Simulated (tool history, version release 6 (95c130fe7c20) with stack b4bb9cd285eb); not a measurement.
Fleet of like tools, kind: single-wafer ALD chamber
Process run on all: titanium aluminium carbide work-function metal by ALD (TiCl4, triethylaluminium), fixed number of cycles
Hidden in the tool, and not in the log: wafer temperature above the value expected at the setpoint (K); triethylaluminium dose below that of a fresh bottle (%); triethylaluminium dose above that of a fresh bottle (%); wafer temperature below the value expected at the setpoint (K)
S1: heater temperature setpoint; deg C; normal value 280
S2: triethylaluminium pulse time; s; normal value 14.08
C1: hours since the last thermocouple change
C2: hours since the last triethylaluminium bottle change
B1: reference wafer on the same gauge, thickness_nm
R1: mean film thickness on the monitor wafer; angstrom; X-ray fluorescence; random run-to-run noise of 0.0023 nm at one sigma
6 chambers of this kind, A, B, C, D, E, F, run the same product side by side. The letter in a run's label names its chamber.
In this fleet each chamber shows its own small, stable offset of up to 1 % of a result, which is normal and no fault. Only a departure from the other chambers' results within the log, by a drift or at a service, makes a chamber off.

{"run": "1C", "hour": 10.6, "S1": 280, "S2": 14.08, "C1": 936.8, "C2": 993.6, "B1": 1.9906, "R1": 18.734}
{"run": "2F", "hour": 17.3, "S1": 280, "S2": 14.08, "C1": 2045.5, "C2": 1091.4, "B1": 1.9903, "R1": 18.799}
{"run": "3E", "hour": 23.0, "S1": 280, "S2": 14.08, "C1": 1513.1, "C2": 564, "B1": 1.9909, "R1": 18.565}
{"run": "4A", "hour": 34.5, "S1": 280, "S2": 14.08, "C1": 1711.4, "C2": 1088.2, "B1": 1.991, "R1": 18.795}
{"run": "5B", "hour": 45.1, "S1": 280, "S2": 14.08, "C1": 372.5, "C2": 421.9, "B1": 1.9912, "R1": 18.584}
{"run": "6D", "hour": 55.3, "S1": 280, "S2": 14.08, "C1": 957.5, "C2": 536, "B1": 1.9912, "R1": 18.678}
{"run": "7E", "hour": 63.6, "S1": 288, "S2": 14.08, "C1": 1553.7, "C2": 604.6, "B1": 1.9916, "R1": 19.265}
{"run": "8C", "hour": 73.6, "S1": 288, "S2": 14.08, "C1": 999.8, "C2": 1056.6, "B1": 1.9917, "R1": 19.477}
{"run": "9D", "hour": 82.9, "S1": 288, "S2": 14.08, "C1": 985.1, "C2": 563.6, "B1": 1.9922, "R1": 19.392}
{"run": "10B", "hour": 87.9, "S1": 288, "S2": 14.08, "C1": 415.3, "C2": 464.7, "B1": 1.9921, "R1": 19.29}
{"run": "11A", "hour": 98.9, "S1": 288, "S2": 14.08, "C1": 1775.8, "C2": 1152.6, "B1": 1.9919, "R1": 19.537}
{"run": "12F", "hour": 106.7, "S1": 288, "S2": 14.08, "C1": 2134.9, "C2": 1180.8, "B1": 1.9932, "R1": 19.541}
{"run": "13C", "hour": 117.2, "S1": 280, "S2": 14.08, "C1": 1043.4, "C2": 1100.2, "B1": 1.9926, "R1": 18.81}
{"run": "14B", "hour": 125.3, "S1": 280, "S2": 14.08, "C1": 452.7, "C2": 502.1, "B1": 1.9935, "R1": 18.608}
{"hour": 128.2, "done": "chamber C: triethylaluminium bottle replaced"}
{"run": "15E", "hour": 136.4, "S1": 280, "S2": 14.08, "C1": 1626.5, "C2": 677.4, "B1": 1.9936, "R1": 18.585}
{"run": "16D", "hour": 143.3, "S1": 280, "S2": 10.97, "C1": 1045.5, "C2": 624, "B1": 1.994, "R1": 18.413}
{"run": "17A", "hour": 148.4, "S1": 280, "S2": 10.97, "C1": 1825.3, "C2": 1202.1, "B1": 1.9947, "R1": 18.481}
{"run": "18F", "hour": 159.2, "S1": 280, "S2": 10.97, "C1": 2187.4, "C2": 1233.3, "B1": 1.9938, "R1": 18.576}
{"run": "19D", "hour": 170.6, "S1": 280, "S2": 10.97, "C1": 1072.8, "C2": 651.3, "B1": 1.9953, "R1": 18.417}
{"hour": 174.5, "done": "chamber D: thermocouple changed; heater temperature recalibrated"}
{"run": "20F", "hour": 181.5, "S1": 280, "S2": 10.97, "C1": 2209.7, "C2": 1255.6, "B1": 1.9944, "R1": 18.562}
{"run": "21E", "hour": 191.2, "S1": 280, "S2": 10.97, "C1": 1681.3, "C2": 732.2, "B1": 1.9949, "R1": 18.285}
{"run": "22C", "hour": 199.2, "S1": 280, "S2": 14.08, "C1": 1125.4, "C2": 71.1, "B1": 1.9951, "R1": 18.837}
{"hour": 201.6, "done": "chamber A: triethylaluminium bottle replaced"}
{"run": "23A", "hour": 207.4, "S1": 280, "S2": 14.08, "C1": 1884.3, "C2": 5.8, "B1": 1.9954, "R1": 18.861}
{"run": "24B", "hour": 214.6, "S1": 280, "S2": 14.08, "C1": 542, "C2": 591.4, "B1": 1.9956, "R1": 18.648}
{"run": "25A", "hour": 220.7, "S1": 280, "S2": 14.08, "C1": 1897.6, "C2": 19.1, "B1": 1.996, "R1": 18.865}
{"run": "26E", "hour": 226.1, "S1": 280, "S2": 14.08, "C1": 1716.2, "C2": 767.1, "B1": 1.9969, "R1": 18.622}
{"run": "27F", "hour": 234.5, "S1": 280, "S2": 14.08, "C1": 2262.7, "C2": 1308.6, "B1": 1.9963, "R1": 18.879}
{"run": "28C", "hour": 244.2, "S1": 280, "S2": 14.08, "C1": 1170.4, "C2": 116.1, "B1": 1.9967, "R1": 18.816}
{"hour": 248.2, "done": "chamber F: triethylaluminium bottle replaced"}
{"run": "29D", "hour": 249.3, "S1": 280, "S2": 14.08, "C1": 74.9, "C2": 730, "B1": 1.9973, "R1": 18.759}
{"run": "30B", "hour": 254.5, "S1": 280, "S2": 14.08, "C1": 581.9, "C2": 631.3, "B1": 1.997, "R1": 18.638}
{"run": "31B", "hour": 263.9, "S1": 280, "S2": 14.08, "C1": 591.3, "C2": 640.7, "B1": 1.9973, "R1": 18.683}
{"run": "32E", "hour": 271.1, "S1": 289, "S2": 18.65, "C1": 1761.2, "C2": 812.1, "B1": 1.9974, "R1": 19.502}
{"run": "33D", "hour": 276.5, "S1": 289, "S2": 18.65, "C1": 102.1, "C2": 757.2, "B1": 1.9976, "R1": 19.657}
{"run": "34C", "hour": 284.5, "S1": 289, "S2": 18.65, "C1": 1210.7, "C2": 156.4, "B1": 1.9977, "R1": 19.701}
{"run": "35A", "hour": 293.4, "S1": 289, "S2": 18.65, "C1": 1970.3, "C2": 91.8, "B1": 1.998, "R1": 19.793}
{"run": "36F", "hour": 302.3, "S1": 289, "S2": 18.65, "C1": 2330.5, "C2": 54.1, "B1": 1.9977, "R1": 19.851}
{"run": "37C", "hour": 310.0, "S1": 289, "S2": 18.65, "C1": 1236.2, "C2": 181.9, "B1": 1.9987, "R1": 19.722}
{"hour": 315.0, "done": "chamber F: thermocouple changed; heater temperature recalibrated"}
{"run": "38F", "hour": 319.6, "S1": 280, "S2": 14.08, "C1": 4.7, "C2": 71.4, "B1": 1.9985, "R1": 18.917}
{"run": "39D", "hour": 330.7, "S1": 280, "S2": 14.08, "C1": 156.3, "C2": 811.4, "B1": 1.9986, "R1": 18.788}
{"run": "40B", "hour": 337.7, "S1": 280, "S2": 14.08, "C1": 665.1, "C2": 714.5, "B1": 1.9987, "R1": 18.672}
{"run": "41E", "hour": 349.2, "S1": 280, "S2": 14.08, "C1": 1839.3, "C2": 890.2, "B1": 1.9996, "R1": 18.648}
{"run": "42A", "hour": 355.1, "S1": 280, "S2": 14.08, "C1": 2032, "C2": 153.5, "B1": 1.9992, "R1": 18.901}
{"hour": 358.5, "done": "chamber E: thermocouple changed; heater temperature recalibrated"}
{"run": "43E", "hour": 364.1, "S1": 280, "S2": 14.08, "C1": 5.6, "C2": 905.1, "B1": 1.9993, "R1": 18.634}

All 6 chambers run these settings next. Forecast each chamber's results:
{"run": "44A", "hour": 372.4, "S1": 280, "S2": 14.08, "R1": "?"}
{"run": "44B", "hour": 372.4, "S1": 280, "S2": 14.08, "R1": "?"}
{"run": "44C", "hour": 372.4, "S1": 280, "S2": 14.08, "R1": "?"}
{"run": "44D", "hour": 372.4, "S1": 280, "S2": 14.08, "R1": "?"}
{"run": "44E", "hour": 372.4, "S1": 280, "S2": 14.08, "R1": "?"}
{"run": "44F", "hour": 372.4, "S1": 280, "S2": 14.08, "R1": "?"}

run=44A R1=18.923
run=44B R1=18.704
run=44C R1=18.86
run=44D R1=18.778
run=44E R1=18.637
run=44F R1=18.904
